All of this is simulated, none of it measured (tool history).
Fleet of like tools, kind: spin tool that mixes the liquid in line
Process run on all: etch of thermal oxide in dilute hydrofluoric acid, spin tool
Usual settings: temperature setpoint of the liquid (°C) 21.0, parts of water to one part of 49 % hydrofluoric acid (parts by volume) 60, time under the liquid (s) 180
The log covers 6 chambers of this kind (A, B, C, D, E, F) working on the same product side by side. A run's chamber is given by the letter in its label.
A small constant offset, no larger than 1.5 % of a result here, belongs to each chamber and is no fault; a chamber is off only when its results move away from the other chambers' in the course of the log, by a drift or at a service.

run   hour  temperature setpoint of the liquid (°C)  parts of water to one part of 49 % hydrofluoric acid (parts by volume)  time under the liquid (s)  hours since the thermometer was replaced  hours since the hydrofluoric acid flow meter was replaced  read-back film thickness of the thermal oxide reference wafer, read on the same gauge (nm)  thickness taken off the thermal oxide on a monitor wafer (nm)
 1C    5.6                                     21.0                                                                      60                        180                                    1289.1                                                     1495.8                                                                                      110.01                                                        12.3510
 2D   12.4                                     21.0                                                                      60                        180                                     254.7                                                     1233.5                                                                                      109.97                                                        12.2980
 3A   16.4                                     21.0                                                                      60                        180                                     437.1                                                      212.7                                                                                      109.98                                                        12.6620
 4F   21.8                                     21.0                                                                      60                        180                                      64.8                                                      258.9                                                                                      109.98                                                        12.2940
 5E   25.4                                     21.0                                                                      60                        180                                    1072.7                                                      167.7                                                                                      109.98                                                        12.5770
 6B   31.7                                     21.0                                                                      60                        180                                    1711.5                                                     1506.0                                                                                      109.98                                                        12.3190
 7C   37.4                                     21.0                                                                      60                        180                                    1320.9                                                     1527.6                                                                                      109.97                                                        12.2290
 8F   41.3                                     21.0                                                                      60                        180                                      84.3                                                      278.4                                                                                      109.99                                                        12.5140
 9B   48.1                                     21.0                                                                      60                        180                                    1727.9                                                     1522.4                                                                                      110.03                                                        12.4530
10E   54.3                                     21.0                                                                      60                        180                                    1101.6                                                      196.6                                                                                      109.99                                                        12.3850
11A   59.5                                     21.0                                                                      60                        180                                     480.2                                                      255.8                                                                                      110.02                                                        12.4380
12D   65.4                                     21.0                                                                      60                        180                                     307.7                                                     1286.5                                                                                      110.03                                                        12.4410
13D   68.7                                     21.0                                                                      60                        180                                     311.0                                                     1289.8                                                                                      110.01                                                        12.2130
14C   74.7                                     21.0                                                                      60                        180                                    1358.2                                                     1564.9                                                                                      110.02                                                        12.2050
15F   81.3                                     21.0                                                                      60                        180                                     124.3                                                      318.4                                                                                      110.02                                                        12.3630
16B   86.4                                     21.0                                                                      60                         90                                    1766.2                                                     1560.7                                                                                      109.95                                                         6.0726
17A   92.8                                     21.0                                                                      60                         90                                     513.5                                                      289.1                                                                                      110.00                                                         6.3382
18E   96.2                                     21.0                                                                      60                         90                                    1143.5                                                      238.5                                                                                      109.99                                                         6.2564
19E  103.2                                     21.0                                                                      60                         90                                    1150.5                                                      245.5                                                                                      109.98                                                         6.1903
20C  109.2                                     21.0                                                                      60                         90                                    1392.7                                                     1599.4                                                                                      110.01                                                         6.1863
21F  112.6                                     21.0                                                                      60                         90                                     155.6                                                      349.7                                                                                      110.01                                                         6.2144
22D  116.4                                     18.5                                                                      60                        180                                     358.7                                                     1337.5                                                                                      109.98                                                        11.1510
23B  123.1                                     18.5                                                                      60                        180                                    1802.9                                                     1597.4                                                                                      109.99                                                        10.6220
24A  128.9                                     18.5                                                                      60                        180                                     549.6                                                      325.2                                                                                      109.99                                                        11.2160
25A  133.6                                     18.5                                                                      60                        180                                     554.3                                                      329.9                                                                                      109.99                                                        11.2980
26D  138.6                                     18.5                                                                      60                        180                                     380.9                                                     1359.7                                                                                      110.00                                                        11.1850
27F  144.3                                     18.5                                                                      60                        180                                     187.3                                                      381.4                                                                                      110.01                                                        11.1320
28E  149.6                                     21.0                                                                      60                        180                                    1196.9                                                      291.9                                                                                      110.06                                                        12.5130
29C  153.2                                     21.0                                                                      60                        180                                    1436.7                                                     1643.4                                                                                      110.00                                                        12.3320
30B  157.9                                     21.0                                                                      60                        180                                    1837.7                                                     1632.2                                                                                      109.99                                                        11.6460
31D  163.7                                     21.0                                                                      60                        180                                     406.0                                                     1384.8                                                                                      109.97                                                        12.2920
32F  169.7                                     21.0                                                                      60                        180                                     212.7                                                      406.8                                                                                      109.99                                                        12.4140
33B  175.4                                     21.0                                                                      60                        180                                    1855.2                                                     1649.7                                                                                      110.03                                                        11.6390
34A  178.5                                     22.5                                                                      30                        180                                     599.2                                                      374.8                                                                                      109.99                                                        27.9510
35C  184.7                                     22.5                                                                      30                        180                                    1468.2                                                     1674.9                                                                                      109.98                                                        27.2610
36E  191.0                                     22.5                                                                      30                        180                                    1238.3                                                      333.3                                                                                      109.99                                                        27.9730
37B  196.7                                     22.5                                                                      30                        180                                    1876.5                                                     1671.0                                                                                      109.99                                                        25.7190
38C  200.4                                     22.5                                                                      30                        180                                    1483.9                                                     1690.6                                                                                      110.02                                                        27.2880
39D  207.3                                     22.5                                                                      30                        180                                     449.6                                                     1428.4                                                                                      110.00                                                        26.9690
40F  213.6                                     21.0                                                                      60                        180                                     256.6                                                      450.7                                                                                      110.00                                                        12.3990

Next, all 6 chambers run the settings below, one line each with question marks for the results. What does each chamber give?
41A  218.7                                     21.0                                                                      85                        180                                                                                                                                                                                                                                                               ?
41B  218.7                                     21.0                                                                      85                        180                                                                                                                                                                                                                                                               ?
41C  218.7                                     21.0                                                                      85                        180                                                                                                                                                                                                                                                               ?
41D  218.7                                     21.0                                                                      85                        180                                                                                                                                                                                                                                                               ?
41E  218.7                                     21.0                                                                      85                        180                                                                                                                                                                                                                                                               ?
41F  218.7                                     21.0                                                                      85                        180                                                                                                                                                                                                                                                               ?

run  thickness taken off the thermal oxide on a monitor wafer (nm)
41A                                                         8.5132
41B                                                         7.7093
41C                                                         8.3625
41D                                                         8.4904
41E                                                         8.4998
41F                                                         8.4309

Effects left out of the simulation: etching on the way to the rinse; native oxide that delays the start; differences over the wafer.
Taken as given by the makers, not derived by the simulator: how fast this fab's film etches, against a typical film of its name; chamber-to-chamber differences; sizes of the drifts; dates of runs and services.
